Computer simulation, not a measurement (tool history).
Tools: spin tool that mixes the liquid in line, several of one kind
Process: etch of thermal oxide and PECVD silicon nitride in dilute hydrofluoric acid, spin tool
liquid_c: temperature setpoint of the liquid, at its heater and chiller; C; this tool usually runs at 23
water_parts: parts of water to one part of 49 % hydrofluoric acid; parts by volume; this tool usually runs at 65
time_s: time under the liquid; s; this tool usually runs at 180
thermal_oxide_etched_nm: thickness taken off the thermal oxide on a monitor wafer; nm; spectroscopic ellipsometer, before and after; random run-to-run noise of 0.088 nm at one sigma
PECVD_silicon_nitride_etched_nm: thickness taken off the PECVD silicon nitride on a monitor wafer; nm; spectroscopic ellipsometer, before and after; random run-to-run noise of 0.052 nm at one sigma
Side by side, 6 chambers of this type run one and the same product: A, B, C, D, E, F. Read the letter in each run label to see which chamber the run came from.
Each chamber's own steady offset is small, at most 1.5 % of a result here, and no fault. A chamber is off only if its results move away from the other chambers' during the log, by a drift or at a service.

| run | hour | liquid_c | water_parts | time_s | read-back film thickness of the thermal oxide reference wafer, read on the same gauge (nm) | read-back film thickness of the PECVD silicon nitride reference wafer, read on the same gauge (nm) | thermal_oxide_etched_nm | PECVD_silicon_nitride_etched_nm |
|---|---|---|---|---|---|---|---|---|
| 1F | 5.5 | 23 | 65 | 180 | 150.01 | 39.994 | 12.951 | 8.3657 |
| 2A | 17.5 | 23 | 65 | 180 | 150.02 | 39.996 | 13.161 | 8.2744 |
| 3D | 24.8 | 23 | 65 | 180 | 150.06 | 40 | 13.176 | 8.2778 |
| 4B | 36 | 23 | 65 | 180 | 150.02 | 39.995 | 12.958 | 8.3961 |
| 5C | 44.7 | 23 | 65 | 180 | 150.01 | 40.016 | 13.02 | 8.2981 |
| 6E | 56.9 | 23 | 65 | 180 | 149.97 | 40.017 | 13.255 | 8.2322 |
| 7F | 67.2 | 23 | 65 | 180 | 150.01 | 39.987 | 12.933 | 8.2406 |
| 8B | 74.9 | 23 | 65 | 180 | 149.98 | 39.999 | 12.891 | 8.3438 |
| 9C | 85.3 | 23 | 65 | 180 | 149.97 | 39.983 | 13.291 | 8.307 |
| 10A | 94 | 23 | 65 | 180 | 150.01 | 40.014 | 13.221 | 8.2855 |
| 11D | 99.5 | 23 | 65 | 180 | 150.01 | 40.013 | 13.152 | 8.2534 |
| 12E | 108.7 | 23 | 65 | 180 | 149.99 | 40.025 | 13.382 | 8.113 |
| 13A | 121.1 | 28 | 65 | 285 | 149.99 | 40.015 | 25.659 | 18.321 |
| 14D | 131 | 28 | 65 | 285 | 150.03 | 40 | 25.376 | 18.142 |
| 15B | 138 | 28 | 65 | 285 | 150.05 | 39.98 | 25.331 | 18.503 |
| 16E | 145.4 | 28 | 65 | 285 | 150.02 | 39.997 | 25.318 | 18.014 |
| 17C | 156.6 | 28 | 65 | 285 | 150.03 | 39.989 | 25.415 | 18.194 |
| 18F | 162.9 | 28 | 65 | 285 | 149.98 | 40.01 | 25.101 | 18.23 |
| 19A | 170.1 | 20 | 65 | 280 | 150.01 | 39.996 | 18.064 | 10.512 |
| 20F | 181.6 | 20 | 65 | 280 | 150 | 40 | 17.71 | 10.589 |
| 21E | 190.8 | 20 | 65 | 280 | 149.98 | 39.985 | 17.957 | 10.399 |
| 22B | 202 | 20 | 65 | 280 | 149.98 | 39.994 | 17.96 | 10.574 |
| 23C | 209.2 | 20 | 65 | 280 | 149.99 | 39.989 | 18.077 | 10.494 |
| 24D | 215.5 | 20 | 65 | 280 | 150 | 40.02 | 18.018 | 10.46 |
| 25D | 225.3 | 23 | 65 | 180 | 149.98 | 39.989 | 13.005 | 8.2336 |
| 26B | 237.3 | 23 | 65 | 180 | 150.01 | 39.996 | 13.019 | 8.3047 |
| 27C | 248.1 | 23 | 65 | 180 | 150.03 | 39.988 | 13.147 | 8.3464 |
| 28A | 254.3 | 23 | 65 | 180 | 150.01 | 39.987 | 13.164 | 8.3081 |
| 29E | 264.2 | 23 | 65 | 180 | 150.05 | 40 | 13.016 | 8.2615 |
| 30F | 276.3 | 21 | 80 | 180 | 149.99 | 40.004 | 9.5299 | 5.9525 |
| 31D | 287.5 | 21 | 80 | 180 | 150.02 | 39.997 | 9.6278 | 5.8317 |
| 32B | 295.1 | 21 | 80 | 180 | 149.97 | 40.017 | 9.659 | 6.0057 |
| 33A | 303.2 | 21 | 80 | 180 | 150 | 40.035 | 9.6151 | 5.8459 |
| 34E | 312 | 21 | 80 | 180 | 150 | 39.991 | 9.7118 | 5.9011 |
| 35F | 322.4 | 21 | 80 | 180 | 149.98 | 40.016 | 9.6021 | 5.9199 |
| 36C | 332.1 | 23 | 65 | 180 | 149.98 | 40.019 | 13.301 | 8.2585 |
| 37A | 338.2 | 23 | 65 | 180 | 150.01 | 39.998 | 13.146 | 8.252 |
| 38D | 347.7 | 23 | 65 | 180 | 150.02 | 40.011 | 13.147 | 8.1654 |
| 39E | 355.7 | 23 | 65 | 180 | 149.98 | 40.007 | 13.342 | 8.2007 |
| 40C | 365.9 | 27.5 | 65 | 110 | 150.02 | 39.995 | 9.6747 | 6.9061 |
| 41F | 371.9 | 27.5 | 65 | 110 | 149.98 | 39.988 | 9.5175 | 6.8499 |
| 42B | 382 | 27.5 | 65 | 110 | 149.99 | 39.997 | 9.5833 | 6.8997 |
| 43D | 392.5 | 27.5 | 65 | 110 | 150.05 | 39.998 | 9.6261 | 6.8108 |
| 44A | 404.3 | 27.5 | 65 | 110 | 149.96 | 39.998 | 9.6501 | 6.804 |

Has any chamber moved away from the others, gradually or after a service, or does the common gauge drift, or do the chambers differ only by their own small steady offsets? State the chamber and the most likely cause if one applies.

The fleet is healthy, with each chamber sitting at its usual small offset and no drift in the gauge.
